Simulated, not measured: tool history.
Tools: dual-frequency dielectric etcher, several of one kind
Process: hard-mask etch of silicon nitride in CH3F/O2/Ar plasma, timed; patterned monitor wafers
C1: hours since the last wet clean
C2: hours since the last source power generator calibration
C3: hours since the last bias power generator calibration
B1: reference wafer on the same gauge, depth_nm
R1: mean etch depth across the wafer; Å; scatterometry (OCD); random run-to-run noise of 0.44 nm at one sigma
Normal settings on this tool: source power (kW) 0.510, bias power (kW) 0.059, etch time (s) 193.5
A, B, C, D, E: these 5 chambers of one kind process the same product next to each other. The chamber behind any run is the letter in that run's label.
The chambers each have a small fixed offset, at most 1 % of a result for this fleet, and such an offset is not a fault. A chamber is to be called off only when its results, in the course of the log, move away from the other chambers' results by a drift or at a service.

{"run": "1B", "hour": 12.5, "source power (kW)": 0.51, "bias power (kW)": 0.059, "etch time (s)": 193.5, "C1": 57.1, "C2": 592.6, "C3": 2081.0, "B1": 121.06, "R1": 1383.9}
{"run": "2D", "hour": 22.4, "source power (kW)": 0.51, "bias power (kW)": 0.059, "etch time (s)": 193.5, "C1": 170.0, "C2": 461.2, "C3": 460.2, "B1": 121.0, "R1": 1402.3}
{"run": "3E", "hour": 34.2, "source power (kW)": 0.51, "bias power (kW)": 0.059, "etch time (s)": 193.5, "C1": 270.7, "C2": 1031.2, "C3": 2519.6, "B1": 120.98, "R1": 1393.7}
{"run": "4A", "hour": 41.5, "source power (kW)": 0.51, "bias power (kW)": 0.059, "etch time (s)": 193.5, "C1": 144.3, "C2": 2314.0, "C3": 1819.6, "B1": 121.02, "R1": 1396.4}
{"run": "5C", "hour": 51.7, "source power (kW)": 0.51, "bias power (kW)": 0.059, "etch time (s)": 193.5, "C1": 382.9, "C2": 4543.0, "C3": 3200.9, "B1": 121.13, "R1": 1387.1}
{"run": "6C", "hour": 65.9, "source power (kW)": 0.51, "bias power (kW)": 0.059, "etch time (s)": 193.5, "C1": 397.1, "C2": 4557.2, "C3": 3215.1, "B1": 121.06, "R1": 1376.6}
{"run": "7D", "hour": 79.4, "source power (kW)": 0.51, "bias power (kW)": 0.059, "etch time (s)": 193.5, "C1": 227.0, "C2": 518.2, "C3": 517.2, "B1": 120.99, "R1": 1403.0}
{"run": "8A", "hour": 88.0, "source power (kW)": 0.51, "bias power (kW)": 0.059, "etch time (s)": 159.0, "C1": 190.8, "C2": 2360.5, "C3": 1866.1, "B1": 121.07, "R1": 1151.0}
{"run": "9E", "hour": 100.6, "source power (kW)": 0.51, "bias power (kW)": 0.059, "etch time (s)": 159.0, "C1": 337.1, "C2": 1097.6, "C3": 2586.0, "B1": 121.03, "R1": 1147.4}
{"run": "10B", "hour": 107.0, "source power (kW)": 0.51, "bias power (kW)": 0.059, "etch time (s)": 159.0, "C1": 151.6, "C2": 687.1, "C3": 2175.5, "B1": 120.96, "R1": 1137.4}
{"run": "11C", "hour": 118.1, "source power (kW)": 0.51, "bias power (kW)": 0.059, "etch time (s)": 159.0, "C1": 449.3, "C2": 4609.4, "C3": 3267.3, "B1": 120.94, "R1": 1135.9}
{"run": "12B", "hour": 130.4, "source power (kW)": 0.51, "bias power (kW)": 0.059, "etch time (s)": 159.0, "C1": 175.0, "C2": 710.5, "C3": 2198.9, "B1": 120.98, "R1": 1135.1}
{"run": "13E", "hour": 142.8, "source power (kW)": 0.51, "bias power (kW)": 0.059, "etch time (s)": 193.5, "C1": 379.3, "C2": 1139.8, "C3": 2628.2, "B1": 121.06, "R1": 1391.6}
{"run": "14D", "hour": 151.5, "source power (kW)": 0.51, "bias power (kW)": 0.059, "etch time (s)": 193.5, "C1": 299.1, "C2": 590.3, "C3": 589.3, "B1": 120.97, "R1": 1395.2}
{"run": "15A", "hour": 162.3, "source power (kW)": 0.51, "bias power (kW)": 0.059, "etch time (s)": 193.5, "C1": 265.1, "C2": 2434.8, "C3": 1940.4, "B1": 121.09, "R1": 1400.4}
{"run": "16D", "hour": 177.0, "source power (kW)": 0.51, "bias power (kW)": 0.059, "etch time (s)": 193.5, "C1": 324.6, "C2": 615.8, "C3": 614.8, "B1": 120.95, "R1": 1389.1}
{"run": "17E", "hour": 185.1, "source power (kW)": 0.51, "bias power (kW)": 0.059, "etch time (s)": 193.5, "C1": 421.6, "C2": 1182.1, "C3": 2670.5, "B1": 120.91, "R1": 1397.4}
{"run": "18B", "hour": 198.5, "source power (kW)": 0.51, "bias power (kW)": 0.059, "etch time (s)": 193.5, "C1": 243.1, "C2": 778.6, "C3": 2267.0, "B1": 120.95, "R1": 1384.4}
{"hour": 204.3, "done": "chamber E: wet clean of the chamber"}
{"run": "19A", "hour": 208.5, "source power (kW)": 0.51, "bias power (kW)": 0.059, "etch time (s)": 193.5, "C1": 311.3, "C2": 2481.0, "C3": 1986.6, "B1": 120.95, "R1": 1394.6}
{"run": "20C", "hour": 215.6, "source power (kW)": 0.51, "bias power (kW)": 0.059, "etch time (s)": 193.5, "C1": 546.8, "C2": 4706.9, "C3": 3364.8, "B1": 121.04, "R1": 1377.6}
{"run": "21C", "hour": 227.9, "source power (kW)": 0.51, "bias power (kW)": 0.059, "etch time (s)": 193.5, "C1": 559.1, "C2": 4719.2, "C3": 3377.1, "B1": 120.89, "R1": 1368.5}
{"run": "22B", "hour": 239.7, "source power (kW)": 0.51, "bias power (kW)": 0.059, "etch time (s)": 193.5, "C1": 284.3, "C2": 819.8, "C3": 2308.2, "B1": 120.98, "R1": 1381.7}
{"run": "23A", "hour": 250.9, "source power (kW)": 0.51, "bias power (kW)": 0.059, "etch time (s)": 193.5, "C1": 353.7, "C2": 2523.4, "C3": 2029.0, "B1": 121.11, "R1": 1397.2}
{"run": "24E", "hour": 265.0, "source power (kW)": 0.51, "bias power (kW)": 0.059, "etch time (s)": 193.5, "C1": 60.8, "C2": 1262.0, "C3": 2750.4, "B1": 121.07, "R1": 1389.3}
{"run": "25D", "hour": 279.2, "source power (kW)": 0.51, "bias power (kW)": 0.059, "etch time (s)": 193.5, "C1": 426.8, "C2": 718.0, "C3": 717.0, "B1": 120.95, "R1": 1397.5}
{"run": "26D", "hour": 292.0, "source power (kW)": 0.51, "bias power (kW)": 0.059, "etch time (s)": 193.5, "C1": 439.6, "C2": 730.8, "C3": 729.8, "B1": 120.88, "R1": 1400.2}
{"run": "27A", "hour": 298.7, "source power (kW)": 0.51, "bias power (kW)": 0.059, "etch time (s)": 193.5, "C1": 401.5, "C2": 2571.2, "C3": 2076.8, "B1": 120.95, "R1": 1394.8}
{"run": "28E", "hour": 313.4, "source power (kW)": 0.41, "bias power (kW)": 0.067, "etch time (s)": 193.5, "C1": 109.2, "C2": 1310.4, "C3": 2798.8, "B1": 120.91, "R1": 1327.1}
{"run": "29C", "hour": 325.1, "source power (kW)": 0.41, "bias power (kW)": 0.067, "etch time (s)": 193.5, "C1": 656.3, "C2": 4816.4, "C3": 3474.3, "B1": 120.99, "R1": 1315.7}
{"run": "30B", "hour": 334.3, "source power (kW)": 0.41, "bias power (kW)": 0.067, "etch time (s)": 193.5, "C1": 378.9, "C2": 914.4, "C3": 2402.8, "B1": 121.0, "R1": 1325.0}
{"run": "31C", "hour": 343.4, "source power (kW)": 0.41, "bias power (kW)": 0.067, "etch time (s)": 193.5, "C1": 674.6, "C2": 4834.7, "C3": 3492.6, "B1": 121.06, "R1": 1314.5}
{"hour": 355.6, "done": "chamber D: wet clean of the chamber"}
{"run": "32B", "hour": 357.4, "source power (kW)": 0.41, "bias power (kW)": 0.067, "etch time (s)": 193.5, "C1": 402.0, "C2": 937.5, "C3": 2425.9, "B1": 120.97, "R1": 1328.8}
{"run": "33D", "hour": 366.9, "source power (kW)": 0.51, "bias power (kW)": 0.059, "etch time (s)": 193.5, "C1": 11.4, "C2": 805.7, "C3": 804.7, "B1": 120.98, "R1": 1399.6}
{"run": "34A", "hour": 375.6, "source power (kW)": 0.4, "bias power (kW)": 0.074, "etch time (s)": 193.5, "C1": 478.4, "C2": 2648.1, "C3": 2153.7, "B1": 120.89, "R1": 1377.0}
{"run": "35E", "hour": 382.7, "source power (kW)": 0.4, "bias power (kW)": 0.074, "etch time (s)": 193.5, "C1": 178.5, "C2": 1379.7, "C3": 2868.1, "B1": 120.92, "R1": 1372.0}
{"hour": 386.3, "done": "chamber A: wet clean of the chamber"}
{"run": "36E", "hour": 391.7, "source power (kW)": 0.4, "bias power (kW)": 0.074, "etch time (s)": 193.5, "C1": 187.5, "C2": 1388.7, "C3": 2877.1, "B1": 120.92, "R1": 1362.3}
{"run": "37C", "hour": 399.9, "source power (kW)": 0.4, "bias power (kW)": 0.074, "etch time (s)": 193.5, "C1": 731.1, "C2": 4891.2, "C3": 3549.1, "B1": 120.9, "R1": 1343.2}
{"run": "38B", "hour": 409.9, "source power (kW)": 0.4, "bias power (kW)": 0.074, "etch time (s)": 193.5, "C1": 454.5, "C2": 990.0, "C3": 2478.4, "B1": 121.04, "R1": 1357.3}
{"run": "39D", "hour": 422.2, "source power (kW)": 0.51, "bias power (kW)": 0.059, "etch time (s)": 193.5, "C1": 66.7, "C2": 861.0, "C3": 860.0, "B1": 121.03, "R1": 1398.8}
{"run": "40A", "hour": 432.4, "source power (kW)": 0.51, "bias power (kW)": 0.059, "etch time (s)": 238.5, "C1": 46.2, "C2": 2704.9, "C3": 2210.5, "B1": 121.03, "R1": 1726.0}
{"run": "41E", "hour": 442.0, "source power (kW)": 0.51, "bias power (kW)": 0.059, "etch time (s)": 238.5, "C1": 237.8, "C2": 1439.0, "C3": 2927.4, "B1": 121.1, "R1": 1716.3}
{"run": "42A", "hour": 451.5, "source power (kW)": 0.51, "bias power (kW)": 0.059, "etch time (s)": 238.5, "C1": 65.3, "C2": 2724.0, "C3": 2229.6, "B1": 121.08, "R1": 1720.1}

One chamber off, gauge drift, or nothing amiss beyond the chambers' own small offsets? If it is a chamber, which one, and what is the likeliest cause?

Little by little, chamber C moves away from the other chambers.
What lies behind it: etch rate under this chamber's usual, % = 1.92.
Not necessarily distinguishable in this log from: source power that arrives under what is set, %; bias power that arrives under what is set, %.

Here are 4 candidates for chamber C's next run, each the usual settings with a change, their results left as question marks. Which one brings its results back in line with what the others give on the usual settings?
Allowed miss from the other chambers' usual-settings mean, per result, to count as in line: R1 15.0 Å
{"run": "43C-1", "hour": 462.0, "source power (kW)": 0.51, "bias power (kW)": 0.059, "etch time (s)": 189.0, "R1": "?"}
{"run": "43C-2", "hour": 462.0, "source power (kW)": 0.51, "bias power (kW)": 0.068, "etch time (s)": 193.5, "R1": "?"}
{"run": "43C-3", "hour": 462.0, "source power (kW)": 0.51, "bias power (kW)": 0.059, "etch time (s)": 198.5, "R1": "?"}
{"run": "43C-4", "hour": 462.0, "source power (kW)": 0.5, "bias power (kW)": 0.059, "etch time (s)": 186.5, "R1": "?"}

On the usual settings, the other chambers give on average: R1 1392.1 Å
run=43C-1 R1=1326.1
run=43C-2 R1=1421.8
run=43C-3 R1=1392.8
run=43C-4 R1=1298.6
The right change is 43C-3: it brings the chamber back within the allowed miss of the others.
